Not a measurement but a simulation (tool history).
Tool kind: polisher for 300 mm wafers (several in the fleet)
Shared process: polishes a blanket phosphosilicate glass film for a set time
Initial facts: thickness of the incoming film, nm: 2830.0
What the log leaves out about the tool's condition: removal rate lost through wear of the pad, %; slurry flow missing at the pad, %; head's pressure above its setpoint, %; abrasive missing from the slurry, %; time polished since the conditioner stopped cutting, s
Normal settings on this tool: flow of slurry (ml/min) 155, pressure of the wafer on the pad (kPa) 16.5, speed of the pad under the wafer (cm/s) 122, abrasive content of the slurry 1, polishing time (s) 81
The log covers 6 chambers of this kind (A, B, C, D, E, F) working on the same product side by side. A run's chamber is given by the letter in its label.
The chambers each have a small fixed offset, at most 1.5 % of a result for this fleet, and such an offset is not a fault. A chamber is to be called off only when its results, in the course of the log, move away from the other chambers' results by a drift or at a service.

run     day  flow of slurry (ml/min)  pressure of the wafer on the pad (kPa)  speed of the pad under the wafer (cm/s)  abrasive content of the slurry  polishing time (s)  wafers polished on this pad  hours since the slurry nozzle was cleaned  hours since the head pressure was calibrated  hours since the slurry blender was calibrated  hours since the conditioning disc was replaced  film removed (Å)
      0.225  -- chamber E: worn pad replaced by a new one
 1B   0.283                      155                                    16.5                                      122                               1                  81                          664                                      135.6                                         269.1                                          242.6                                           114.5            5097.7
 2F   0.625                      155                                    16.5                                      122                               1                  81                          696                                       32.7                                          27.8                                           64.3                                             200            5048.4
      0.742  -- chamber D: worn pad replaced by a new one
      0.958  -- chamber A: worn pad replaced by a new one
      0.958  -- chamber D: slurry blender recalibrated
 3E   0.983                      155                                    16.5                                      122                               1                  81                          196                                        149                                         368.6                                          128.8                                           364.4            5178.9
 4A   1.321                      155                                    16.5                                      122                               1                  81                           94                                      121.2                                         159.9                                            286                                           113.1            5073.8
 5C     1.5                      155                                    16.5                                      122                               1                  81                          439                                        577                                         987.6                                          129.1                                             384            5069.9
 6D   1.688                      155                                    16.5                                      122                               1                  81                          244                                      215.9                                         105.4                                           17.5                                           402.1            5031.1
        1.7  -- chamber D: conditioning disc replaced and pad reconditioned
 7D   1.888                      155                                    16.5                                      122                               1                  81                          296                                      220.7                                         110.2                                           22.3                                             4.5            5065.9
      2.046  -- chamber C: conditioning disc replaced and pad reconditioned
      2.083  -- chamber A: slurry blender recalibrated
 8F   2.092                      155                                    16.5                                      122                               1                  81                         1075                                       67.9                                            63                                           99.5                                           235.2            5013.4
      2.154  -- chamber B: worn pad replaced by a new one
 9E   2.304                      155                                    16.5                                      122                               1                  81                          538                                      180.7                                         400.3                                          160.5                                           396.1              5132
      2.483  -- chamber C: worn pad replaced by a new one
10A   2.562                      155                                    16.5                                      122                               1                  81                          415                                        151                                         189.7                                           11.5                                           142.9            4964.4
      2.617  -- chamber C: head pressure recalibrated
      2.704  -- chamber E: worn pad replaced by a new one
      2.821  -- chamber C: slurry blender recalibrated
11C   2.908                      155                                    16.5                                      122                               1                  81                          110                                      610.8                                             7                                            2.1                                            20.8            5035.3
      3.071  -- chamber A: worn pad replaced by a new one
12B   3.188                      155                                    16.5                                      122                               1                  81                          267                                      205.3                                         338.8                                          312.3                                           184.2            5039.5
      3.275  -- chamber D: worn pad replaced by a new one
13F   3.404                      155                                    16.5                                      122                             1.3                  81                         1415                                       99.4                                          94.5                                            131                                           266.7            5606.1
14B   3.604                      155                                    16.5                                      122                             1.3                  81                          375                                      215.3                                         348.8                                          322.3                                           194.2            5630.8
15C   3.775                      155                                    16.5                                      122                             1.3                  81                          334                                      631.6                                          27.8                                           22.9                                            41.6            5734.8
16A     4.1                      155                                    16.5                                      122                             1.3                  81                          266                                      187.9                                         226.6                                           48.4                                           179.8            5810.7
17E   4.425                      155                                    16.5                                      122                             1.3                  81                          446                                      231.6                                         451.2                                          211.4                                             447            5632.1
      4.571  -- chamber C: worn pad replaced by a new one
18D   4.708                      155                                    16.5                                      122                             1.3                  81                          371                                      288.4                                         177.9                                             90                                            72.2            5673.1
19C   4.996                      155                                    16.5                                      122                               1                  81                          110                                      660.9                                          57.1                                           52.2                                            70.9            5055.9
20B   5.333                      155                                    16.5                                      122                               1                  81                          823                                      256.8                                         390.3                                          363.8                                           235.7            5032.1
      5.417  -- chamber E: worn pad replaced by a new one
      5.488  -- chamber A: worn pad replaced by a new one
      5.525  -- chamber B: slurry blender recalibrated
21E   5.625                      155                                    16.5                                      122                               1                  81                           54                                      260.4                                           480                                          240.2                                           475.8            4997.4
      5.679  -- chamber C: slurry nozzle cleaned
      5.721  -- chamber E: head pressure recalibrated
      5.812  -- chamber A: conditioning disc replaced and pad reconditioned
22F   5.883                      140                                    21.4                                      122                               1                  81                         2057                                      158.9                                           154                                          190.5                                           326.2            6196.2
23D   6.188                      140                                    21.4                                      122                               1                  81                          754                                      323.9                                         213.4                                          125.5                                           107.7            6259.5
      6.267  -- chamber B: worn pad replaced by a new one
24A   6.417                      140                                    21.4                                      122                               1                  81                          241                                      243.5                                         282.2                                            104                                            14.6            6328.9
      6.454  -- chamber D: worn pad replaced by a new one
25B    6.75                      140                                    21.4                                      122                               1                  81                          125                                      290.8                                         424.3                                           29.5                                           269.7            6381.1
26E   7.033                      140                                    21.4                                      122                               1                  81                          419                                      294.2                                          31.6                                            274                                           509.6            6326.8
      7.212  -- chamber C: worn pad replaced by a new one
      7.312  -- chamber F: conditioning disc replaced and pad reconditioned
27D   7.321                      140                                    21.4                                      122                               1                  81                          224                                      351.1                                         240.6                                          152.7                                           134.9            6381.9
28F   7.612                      155                                    16.5                                      122                               1                  81                         2504                                      200.4                                         195.5                                            232                                             7.3            4885.5
      7.617  -- chamber A: worn pad replaced by a new one
29C   7.858                      155                                    16.5                                      150                               1                  81                          168                                       52.3                                         125.8                                          120.9                                           139.6            6227.1
       8.05  -- chamber E: worn pad replaced by a new one
30A   8.083                      155                                    16.5                                      150                               1                  81                          121                                      283.5                                         322.2                                            144                                            54.6            6014.8
31B   8.254                      155                                    16.5                                      150                               1                  81                          514                                      326.9                                         460.4                                           65.6                                           305.8            5937.6
32D   8.608                      155                                    16.5                                      150                               1                  81                          558                                        382                                         271.5                                          183.6                                           165.8              5909
      8.625  -- chamber A: slurry nozzle cleaned
      8.762  -- chamber B: slurry nozzle cleaned
33F   8.867                      155                                    16.5                                      150                               1                  81                         2829                                      230.5                                         225.6                                          262.1                                            37.4              5760
34E   9.108                      155                                    16.5                                      150                               1                  81                          275                                        344                                          81.4                                          323.8                                           559.4            5987.6
      9.117  -- chamber C: slurry blender recalibrated
       9.35  -- chamber C: worn pad replaced by a new one
35C   9.388                      155                                    16.5                                      122                               1                  81                            9                                         89                                         162.5                                            6.6                                           176.3              5149
      9.438  -- chamber E: conditioning disc replaced and pad reconditioned
36A     9.7                      155                                    16.5                                      122                               1                  81                          540                                       25.9                                           361                                          182.8                                            93.4            5015.7
      9.708  -- chamber D: worn pad replaced by a new one
37E   9.996                      155                                    16.5                                      148                             0.9                  81                          504                                      365.3                                         102.7                                          345.1                                            13.5              5542
     10.079  -- chamber A: worn pad replaced by a new one
38A  10.333                      155                                    16.5                                      148                             0.9                  81                           66                                       41.1                                         376.2                                            198                                           108.6            5608.8
     10.542  -- chamber B: worn pad replaced by a new one
39B  10.662                      155                                    16.5                                      148                             0.9                  81                           31                                       45.6                                         518.2                                          123.4                                           363.6            5629.7
     10.842  -- chamber E: worn pad replaced by a new one
40D  10.938                      155                                    16.5                                      148                             0.9                  81                          318                                      437.9                                         327.4                                          239.5                                           221.7            5711.6
41C  11.192                      155                                    16.5                                      148                             0.9                  81                          476                                      132.3                                         205.8                                           49.9                                           219.6            5797.9
42F  11.367                      155                                    16.5                                      148                             0.9                  81                         3476                                      290.5                                         285.6                                          322.1                                            97.4              5148
43E  11.717                      155                                    16.5                                      122                               1                  81                          226                                      406.6                                           144                                          386.4                                            54.8            5100.7
44B  11.917                      155                                    20.7                                      122                            0.75                  81                          356                                       75.7                                         548.3                                          153.5                                           393.7            5424.3

What goes on in this fleet: one chamber off, a drifting gauge, or nothing beyond the chambers' own small offsets? Name the chamber and the cause, if any.

It is chamber F that slowly wanders off from its peers.
Cause: removal rate lost through wear of the pad, % = 8.08.
From this log alone, it may not be told apart from: slurry flow missing at the pad, %; head's pressure below its setpoint, %; abrasive missing from the slurry, %.

Which of the 4 candidates below, each the usual settings with something changed and its results left as question marks, puts chamber F back in line with what the other chambers give on the usual settings?
To be in line, a result may differ from the other chambers' mean on the usual settings by at most: film removed (Å) 210
45F-1  12.175                      155                                    16.5                                      122                               1                  74                                                                                                                                                                                                                                      ?
45F-2  12.175                      150                                    15.2                                      122                            0.95                  74                                                                                                                                                                                                                                      ?
45F-3  12.175                      160                                    18.6                                      132                            1.05                  81                                                                                                                                                                                                                                      ?
45F-4  12.175                      155                                    16.5                                      122                               1                  88                                                                                                                                                                                                                                      ?

The other chambers' mean on the usual settings: film removed (Å) 5071.1
  run  film removed (Å)
45F-1            4215.8
45F-2            3751.2
45F-3            5685.1
45F-4            5013.4
It is 45F-4 that realigns the chamber with its peers.
